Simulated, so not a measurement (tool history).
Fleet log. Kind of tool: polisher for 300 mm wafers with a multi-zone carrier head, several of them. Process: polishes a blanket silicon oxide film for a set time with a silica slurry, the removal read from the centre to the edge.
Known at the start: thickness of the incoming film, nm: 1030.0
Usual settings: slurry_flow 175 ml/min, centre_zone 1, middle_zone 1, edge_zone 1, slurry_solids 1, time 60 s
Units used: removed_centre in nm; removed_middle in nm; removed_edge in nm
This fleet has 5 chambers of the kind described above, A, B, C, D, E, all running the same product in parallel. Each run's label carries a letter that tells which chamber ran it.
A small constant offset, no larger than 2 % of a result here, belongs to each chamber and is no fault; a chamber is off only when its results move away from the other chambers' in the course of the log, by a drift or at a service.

run,day,slurry_flow,centre_zone,middle_zone,edge_zone,slurry_solids,time,removed_centre,removed_middle,removed_edge
1D,0.321,175,1,1,1,1,60,149.34,146.93,146.97
2A,0.471,175,1,1,1,1,60,142.62,144.41,144.7
3E,0.75,175,1,1,1,1,60,142.95,145.08,143.01
# day 0.988: chamber E: worn pad replaced by a new one
# day 0.996: chamber D: worn pad replaced by a new one
4B,1.075,175,1,1,1,1,60,145.83,147.04,144.9
5C,1.304,175,1,1,1,1,60,146.13,150.33,141.01
6B,1.538,175,1,1,1,1,60,141.51,145.9,148.9
7D,1.717,175,1,1,1,1,60,146.78,147.23,146.52
8C,1.954,175,1,1,0.96,1,60,142.93,145.68,141.58
9E,2.15,175,1,1,0.96,1,60,147.48,144.17,141.49
10A,2.383,175,1,1,0.96,1,60,145.86,145.02,140.38
# day 2.471: chamber B: worn pad replaced by a new one
11E,2.708,175,1,1,0.96,1,60,145.98,140.99,139.39
# day 2.812: chamber C: worn pad replaced by a new one
12C,2.912,175,1,1,0.96,1,60,143.78,146.75,142.07
13A,3.217,175,1,1,1,1,60,143.49,141.46,145.08
14D,3.425,175,1,1,1,1,60,142.95,141.9,149.27
15B,3.579,175,1,1,1,1,60,144.57,141.02,146.3
16B,3.883,175,1,1,1,1,60,142.8,141.56,147.67
17D,4.062,175,1,1,1,1,60,144.35,147.05,149.06
18C,4.388,175,1,1,1,1,60,142.21,144.6,144.19
# day 4.471: chamber A: worn pad replaced by a new one
# day 4.538: chamber E: centre zone pressure recalibrated
19E,4.554,175,1,1,1,1,60,125.55,144.05,145.26
20A,4.767,175,1,1.05,1,1.1,60,155.47,154.68,148.67
21E,4.946,175,1,1.05,1,1.1,60,129.98,156.68,153.29
# day 5.058: chamber A: centre zone pressure recalibrated
22C,5.171,175,1,1.05,1,1.1,60,152.41,160.84,150.01
23B,5.333,175,1,1.05,1,1.1,60,150.74,157.55,147.75
24D,5.633,175,1,1.05,1,1.1,60,154.2,161.23,155.23
25A,5.862,175,1,1,1,1,60,146.29,144.13,141.91
26E,6.038,175,1,1,1,1,60,126.43,148.52,142.4
27B,6.321,175,1,1,1,1,60,145.15,146.43,145.42
28A,6.5,175,1,1,1,1,60,146.19,141.34,142.69
29D,6.733,175,1,1,1,1,60,145.37,142.93,149.25
30C,6.954,175,1,1,1,1,60,145.79,147.52,144.13
31A,7.1,175,1,1,1,1,60,145.99,142.96,142.01
# day 7.154: chamber E: slurry nozzle cleaned
# day 7.167: chamber B: slurry nozzle cleaned
32D,7.346,175,1,1,1,1,60,149.56,149.15,147.46
33C,7.638,175,1,1,1,1,60,145.43,144.64,146.83
34E,7.942,175,1,1,1,1,60,128.16,142.92,144.22
35B,8.088,175,1,1,1,1,60,145.69,144.01,142.76
36E,8.379,175,1,1,1,1,60,125.74,144.33,146.26
37A,8.704,175,1,1,1,1,60,142.64,144.69,144.82
38B,8.942,215,1,1.07,1,1,60,149.6,161.14,149.09

All 5 chambers run these settings next. Forecast each chamber's results:
39A,9.183,175,1,1,1,1,60,?,?,?
39B,9.183,175,1,1,1,1,60,?,?,?
39C,9.183,175,1,1,1,1,60,?,?,?
39D,9.183,175,1,1,1,1,60,?,?,?
39E,9.183,175,1,1,1,1,60,?,?,?

run,removed_centre,removed_middle,removed_edge
39A,143.13,144.26,144.9
39B,145.72,144.77,142.38
39C,145.64,146.99,144.33
39D,146.35,142.95,145.13
39E,121.78,142.45,145.67
